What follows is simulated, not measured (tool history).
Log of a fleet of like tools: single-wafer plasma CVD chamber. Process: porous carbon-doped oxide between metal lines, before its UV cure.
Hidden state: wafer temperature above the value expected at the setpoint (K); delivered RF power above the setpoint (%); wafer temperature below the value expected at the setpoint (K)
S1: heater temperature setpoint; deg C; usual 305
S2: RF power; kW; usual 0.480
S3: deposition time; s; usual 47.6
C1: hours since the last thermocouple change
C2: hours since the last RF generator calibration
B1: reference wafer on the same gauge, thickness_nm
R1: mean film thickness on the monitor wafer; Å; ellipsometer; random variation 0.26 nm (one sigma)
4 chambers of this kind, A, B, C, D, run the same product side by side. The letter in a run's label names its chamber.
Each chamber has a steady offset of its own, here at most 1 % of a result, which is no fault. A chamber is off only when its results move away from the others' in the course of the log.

| run | hour | S1 | S2 | S3 | C1 | C2 | B1 | R1 |
|---|---|---|---|---|---|---|---|---|
| 1A | 4.7 | 305 | 0.480 | 47.6 | 587.7 | 553.3 | 271.09 | 2414.6 |
| 2B | 10.0 | 305 | 0.480 | 47.6 | 2400.6 | 304.6 | 271.11 | 2410.9 |
| 3C | 13.8 | 305 | 0.480 | 47.6 | 2587.6 | 1104.2 | 271.08 | 2416.3 |
| 4D | 19.9 | 305 | 0.480 | 47.6 | 839.8 | 2064.7 | 271.11 | 2396.2 |
| 5C | 26.0 | 305 | 0.480 | 47.6 | 2599.8 | 1116.4 | 271.25 | 2416.9 |
| 6A | 29.3 | 305 | 0.480 | 47.6 | 612.3 | 577.9 | 271.22 | 2419.6 |
| 7D | 33.9 | 305 | 0.480 | 47.6 | 853.8 | 2078.7 | 271.20 | 2398.8 |
| 8B | 40.1 | 305 | 0.480 | 47.6 | 2430.7 | 334.7 | 271.33 | 2413.3 |
| 9B | 47.4 | 305 | 0.480 | 47.6 | 2438.0 | 342.0 | 271.40 | 2413.3 |
| 10C | 52.6 | 305 | 0.480 | 47.6 | 2626.4 | 1143.0 | 271.42 | 2419.7 |
| 11A | 58.2 | 305 | 0.480 | 47.6 | 641.2 | 606.8 | 271.44 | 2421.7 |
| 12D | 64.5 | 305 | 0.480 | 47.6 | 884.4 | 2109.3 | 271.49 | 2399.6 |
| 13D | 70.8 | 305 | 0.480 | 47.6 | 890.7 | 2115.6 | 271.51 | 2402.6 |
| 14A | 76.7 | 305 | 0.480 | 47.6 | 659.7 | 625.3 | 271.53 | 2423.2 |
| 15C | 81.8 | 305 | 0.480 | 47.6 | 2655.6 | 1172.2 | 271.66 | 2422.8 |
|  | 84.3 | chamber D: thermocouple changed; heater temperature recalibrated |
| 16B | 86.4 | 305 | 0.480 | 47.6 | 2477.0 | 381.0 | 271.66 | 2420.2 |
| 17D | 92.2 | 305 | 0.480 | 47.6 | 8.0 | 2137.0 | 271.78 | 2400.1 |
| 18A | 96.0 | 305 | 0.480 | 47.6 | 679.0 | 644.6 | 271.73 | 2422.3 |
| 19B | 99.6 | 305 | 0.480 | 47.6 | 2490.2 | 394.2 | 271.81 | 2417.5 |
| 20C | 104.4 | 300 | 0.570 | 47.6 | 2678.2 | 1194.8 | 271.81 | 2789.9 |
| 21C | 108.7 | 300 | 0.570 | 47.6 | 2682.5 | 1199.1 | 271.82 | 2790.4 |
| 22D | 115.7 | 300 | 0.570 | 47.6 | 31.5 | 2160.5 | 271.93 | 2767.2 |
| 23B | 122.6 | 300 | 0.570 | 47.6 | 2513.2 | 417.2 | 271.99 | 2794.5 |
| 24A | 129.9 | 305 | 0.425 | 52.0 | 712.9 | 678.5 | 272.06 | 2413.9 |
| 25D | 137.0 | 305 | 0.425 | 52.0 | 52.8 | 2181.8 | 272.08 | 2396.8 |
| 26B | 141.8 | 305 | 0.425 | 52.0 | 2532.4 | 436.4 | 272.16 | 2410.4 |
| 27C | 146.5 | 305 | 0.425 | 52.0 | 2720.3 | 1236.9 | 272.25 | 2424.0 |

All 4 chambers run these settings next. Forecast each chamber's results:
| 28A | 151.8 | 305 | 0.525 | 47.6 |  |  |  | ? |
| 28B | 151.8 | 305 | 0.525 | 47.6 |  |  |  | ? |
| 28C | 151.8 | 305 | 0.525 | 47.6 |  |  |  | ? |
| 28D | 151.8 | 305 | 0.525 | 47.6 |  |  |  | ? |

| run | R1 |
|---|---|
| 28A | 2574.8 |
| 28B | 2575.1 |
| 28C | 2575.4 |
| 28D | 2553.4 |
